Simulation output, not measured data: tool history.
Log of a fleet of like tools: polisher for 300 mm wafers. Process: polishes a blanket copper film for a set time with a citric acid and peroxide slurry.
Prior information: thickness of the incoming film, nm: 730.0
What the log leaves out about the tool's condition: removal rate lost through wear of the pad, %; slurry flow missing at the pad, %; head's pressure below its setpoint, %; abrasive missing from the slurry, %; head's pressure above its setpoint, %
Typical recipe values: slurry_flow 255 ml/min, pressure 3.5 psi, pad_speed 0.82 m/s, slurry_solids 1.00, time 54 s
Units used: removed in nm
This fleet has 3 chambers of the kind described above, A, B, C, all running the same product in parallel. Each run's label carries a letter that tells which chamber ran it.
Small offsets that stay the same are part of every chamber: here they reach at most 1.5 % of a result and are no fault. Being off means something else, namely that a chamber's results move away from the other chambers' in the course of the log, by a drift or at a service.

run   hour  slurry_flow  pressure  pad_speed  slurry_solids  time  wafers polished on this pad  hours since the slurry nozzle was cleaned  hours since the head pressure was calibrated  hours since the slurry blender was calibrated  removed
       2.6  -- chamber C: head pressure recalibrated
 1B    7.5          255       3.5       0.82           1.00    54                          322                                      451.7                                          27.0                                           43.9  121.110
 2A   14.2          255       3.5       0.82           1.00    54                          515                                      493.5                                         535.8                                           20.0  116.980
 3C   26.2          255       3.5       0.82           1.00    54                          197                                      314.5                                          23.7                                          172.2  118.400
      33.2  -- chamber A: worn pad replaced by a new one
 4B   38.5          255       3.5       0.82           1.00    54                          532                                      482.7                                          58.0                                           74.9  118.150
 5C   46.9          255       3.5       0.82           1.00    54                          337                                      335.2                                          44.4                                          192.9  114.670
 6A   53.7          255       3.5       0.82           1.00    54                          139                                      533.0                                         575.3                                           59.5  115.970
 7B   61.6          255       3.5       0.82           1.00    54                          688                                      505.8                                          81.1                                           98.0  114.480
 8C   72.1          255       3.5       0.82           1.00    44                          508                                      360.4                                          69.6                                          218.1   94.701
      74.6  -- chamber C: worn pad replaced by a new one
 9A   78.3          255       3.5       0.82           1.00    44                          306                                      557.6                                         599.9                                           84.1   96.361
10A   88.1          255       3.5       0.82           1.00    44                          372                                      567.4                                         609.7                                           93.9   97.805
      88.3  -- chamber B: worn pad replaced by a new one
11C   96.9          255       3.5       0.82           1.00    54                          151                                      385.2                                          94.4                                          242.9  120.490
12B  105.2          255       3.5       0.82           1.00    54                          114                                      549.4                                         124.7                                          141.6  118.140
     116.5  -- chamber A: slurry nozzle cleaned
13C  116.7          255       3.5       0.82           1.00    54                          285                                      405.0                                         114.2                                          262.7  115.820
     125.4  -- chamber A: worn pad replaced by a new one
14B  127.4          255       3.5       0.82           1.00    54                          265                                      571.6                                         146.9                                          163.8  119.510
15A  139.0          255       3.5       0.82           1.15    54                           92                                       22.6                                         660.6                                          144.8  118.990
     146.2  -- chamber B: slurry blender recalibrated
16A  147.9          255       3.5       0.82           1.15    54                          152                                       31.5                                         669.5                                          153.7  118.640
17C  154.1          255       3.5       0.82           1.15    54                          539                                      442.4                                         151.6                                          300.1  122.440
     156.1  -- chamber B: slurry nozzle cleaned
     162.7  -- chamber C: worn pad replaced by a new one
18B  163.4          255       3.5       0.82           1.00    54                          509                                        7.3                                         182.9                                           17.2  118.810
19C  174.1          215       3.5       0.82           1.00    54                           77                                      462.4                                         171.6                                          320.1  113.920
20B  185.8          215       3.5       0.82           1.00    54                          661                                       29.7                                         205.3                                           39.6  117.380
21A  194.3          215       3.5       0.82           1.00    54                          467                                       77.9                                         715.9                                          200.1  111.790
22B  207.4          255       3.0       0.82           1.00    54                          807                                       51.3                                         226.9                                           61.2  103.750
     214.4  -- chamber C: slurry nozzle cleaned
23C  218.3          255       3.0       0.82           1.00    54                          377                                        3.9                                         215.8                                          364.3  100.900
     223.0  -- chamber A: worn pad replaced by a new one
24A  226.6          255       3.0       0.82           1.00    54                           24                                      110.2                                         748.2                                          232.4   99.711
25C  232.3          255       3.5       0.82           1.00    38                          472                                       17.9                                         229.8                                          378.3   82.454
26A  243.0          255       3.5       0.82           1.00    38                          135                                      126.6                                         764.6                                          248.8   80.635
     247.7  -- chamber C: slurry blender recalibrated
27B  251.0          255       3.5       0.82           1.00    38                         1103                                       94.9                                         270.5                                          104.8   82.702
     251.8  -- chamber C: worn pad replaced by a new one
     260.0  -- chamber B: worn pad replaced by a new one
28A  262.0          255       3.5       0.82           1.00    54                          264                                      145.6                                         783.6                                          267.8  118.320
29C  272.3          255       3.5       0.82           1.00    54                          139                                       57.9                                         269.8                                           24.6  116.900
30B  281.9          255       3.5       0.82           1.00    54                          148                                      125.8                                         301.4                                          135.7  118.580

Which is it: a chamber that has drifted or been left off by a service, a gauge drift common to all chambers, or only each chamber's usual small offset? If a chamber is off, name it and its likeliest cause.

No chamber stands off beyond its own small offset, and the gauge holds steady.
